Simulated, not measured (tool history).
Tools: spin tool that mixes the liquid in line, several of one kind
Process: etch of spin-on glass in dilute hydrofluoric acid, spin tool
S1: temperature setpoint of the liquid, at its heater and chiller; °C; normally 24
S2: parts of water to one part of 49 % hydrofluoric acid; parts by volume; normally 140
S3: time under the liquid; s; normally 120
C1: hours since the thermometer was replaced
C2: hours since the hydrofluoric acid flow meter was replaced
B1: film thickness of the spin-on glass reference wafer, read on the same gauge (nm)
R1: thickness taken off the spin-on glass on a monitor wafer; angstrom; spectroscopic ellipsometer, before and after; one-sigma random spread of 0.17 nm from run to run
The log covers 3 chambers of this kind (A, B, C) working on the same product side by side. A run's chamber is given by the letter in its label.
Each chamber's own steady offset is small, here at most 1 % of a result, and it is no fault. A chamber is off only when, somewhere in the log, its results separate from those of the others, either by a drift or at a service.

Run 1A, hour 6.2: usual settings; C1 1775.7; C2 300.3; B1 80.002. Result: R1 350.75 angstrom.
Run 2C, hour 16.1: usual settings; C1 1048; C2 1282.8; B1 79.969. Result: R1 355.52 angstrom.
Run 3B, hour 21.1: usual settings; C1 2025.1; C2 497.7; B1 80.027. Result: R1 353.31 angstrom.
Run 4B, hour 27.6: usual settings; C1 2031.6; C2 504.2; B1 79.971. Result: R1 355.02 angstrom.
Run 5A, hour 34.9: usual settings; C1 1804.4; C2 329; B1 79.993. Result: R1 353.68 angstrom.
Run 6C, hour 39.6: usual settings; C1 1071.5; C2 1306.3; B1 80.011. Result: R1 353.84 angstrom.
Run 7B, hour 46.3: usual settings; C1 2050.3; C2 522.9; B1 79.995. Result: R1 350.88 angstrom.
Run 8C, hour 55.5: usual settings; C1 1087.4; C2 1322.2; B1 80.002. Result: R1 353.52 angstrom.
Run 9A, hour 64: usual settings; C1 1833.5; C2 358.1; B1 80.022. Result: R1 351.29 angstrom.
Run 10A, hour 69.5: usual settings; C1 1839; C2 363.6; B1 80.007. Result: R1 350.92 angstrom.
Run 11B, hour 76.4: usual settings; C1 2080.4; C2 553; B1 80.019. Result: R1 348.76 angstrom.
Run 12C, hour 83.2: usual settings but S1 21 °C, S3 170 s; C1 1115.1; C2 1349.9; B1 79.966. Result: R1 444.8 angstrom.
Run 13B, hour 89.3: usual settings but S1 21 °C, S3 170 s; C1 2093.3; C2 565.9; B1 79.987. Result: R1 447.43 angstrom.
Run 14A, hour 95.3: usual settings but S1 21 °C, S3 170 s; C1 1864.8; C2 389.4; B1 80.006. Result: R1 439.93 angstrom.
Run 15C, hour 103.2: usual settings but S1 28 °C, S3 185 s; C1 1135.1; C2 1369.9; B1 79.965. Result: R1 626.47 angstrom.
Run 16A, hour 109.3: usual settings but S1 28 °C, S3 185 s; C1 1878.8; C2 403.4; B1 80.051. Result: R1 624.39 angstrom.
Run 17B, hour 117.7: usual settings but S1 28 °C, S3 185 s; C1 2121.7; C2 594.3; B1 80.024. Result: R1 635.32 angstrom.
Run 18C, hour 125.6: usual settings; C1 1157.5; C2 1392.3; B1 80.051. Result: R1 355.47 angstrom.
Run 19A, hour 135.2: usual settings; C1 1904.7; C2 429.3; B1 80.032. Result: R1 345.64 angstrom.
Run 20C, hour 142.6: usual settings but S1 21 °C, S2 95 parts by volume; C1 1174.5; C2 1409.3; B1 80.06. Result: R1 482.16 angstrom.
Run 21B, hour 148.8: usual settings but S1 21 °C, S2 95 parts by volume; C1 2152.8; C2 625.4; B1 80.004. Result: R1 487.44 angstrom.
Run 22C, hour 159.3: usual settings but S1 21 °C, S2 95 parts by volume; C1 1191.2; C2 1426; B1 79.981. Result: R1 487.65 angstrom.
Run 23B, hour 166.2: usual settings; C1 2170.2; C2 642.8; B1 79.954. Result: R1 347.88 angstrom.
Run 24A, hour 175.3: usual settings; C1 1944.8; C2 469.4; B1 80.02. Result: R1 342.96 angstrom.
Run 25A, hour 182.7: usual settings; C1 1952.2; C2 476.8; B1 79.985. Result: R1 343.85 angstrom.
Run 26C, hour 190.4: usual settings; C1 1222.3; C2 1457.1; B1 79.991. Result: R1 355.75 angstrom.
Run 27B, hour 199.1: usual settings; C1 2203.1; C2 675.7; B1 80.023. Result: R1 354.36 angstrom.
Run 28A, hour 209.6: usual settings; C1 1979.1; C2 503.7; B1 79.981. Result: R1 337.46 angstrom.
Run 29B, hour 218.2: usual settings; C1 2222.2; C2 694.8; B1 79.976. Result: R1 353.81 angstrom.
Run 30C, hour 223.2: usual settings but S1 28 °C; C1 1255.1; C2 1489.9; B1 80.026. Result: R1 410.55 angstrom.
Run 31C, hour 232: usual settings but S1 28 °C; C1 1263.9; C2 1498.7; B1 79.976. Result: R1 409.81 angstrom.
Run 32A, hour 241.2: usual settings but S1 28 °C; C1 2010.7; C2 535.3; B1 79.997. Result: R1 390.54 angstrom.
Run 33B, hour 248.6: usual settings; C1 2252.6; C2 725.2; B1 79.975. Result: R1 352.38 angstrom.
Run 34C, hour 253.9: usual settings; C1 1285.8; C2 1520.6; B1 79.975. Result: R1 352.9 angstrom.
Run 35B, hour 263.7: usual settings; C1 2267.7; C2 740.3; B1 80.017. Result: R1 352.62 angstrom.

Has any chamber moved away from the others, gradually or after a service, or does the common gauge drift, or do the chambers differ only by their own small steady offsets? State the chamber and the most likely cause if one applies.

It is chamber A that slowly wanders off from its peers.
Most likely cause: liquid colder than its thermometer reads (K) = 1.55.
The log may not tell that from: hydrofluoric acid flow below the setpoint (%).

Below are 4 candidate recipes for chamber A's next run, each the usual settings with a change, their results shown as question marks. Which of them brings A's results back in line with what the other chambers give on the usual settings?
To be in line, a result may differ from the other chambers' mean on the usual settings by at most: R1 6 angstrom
Run 36A-1, hour 271.3: usual settings but S1 27.5 °C. Result: R1 ?.
Run 36A-2, hour 271.3: usual settings but S1 22.5 °C. Result: R1 ?.
Run 36A-3, hour 271.3: usual settings but S3 105 s. Result: R1 ?.
Run 36A-4, hour 271.3: usual settings but S1 25.5 °C. Result: R1 ?.

Average result of the remaining chambers running the usual settings: R1 352.85 angstrom
  run      R1
36A-1  378.03
36A-2  310.67
36A-3  288.61
36A-4  349.88
36A-4 puts the chamber back in line with the other chambers.
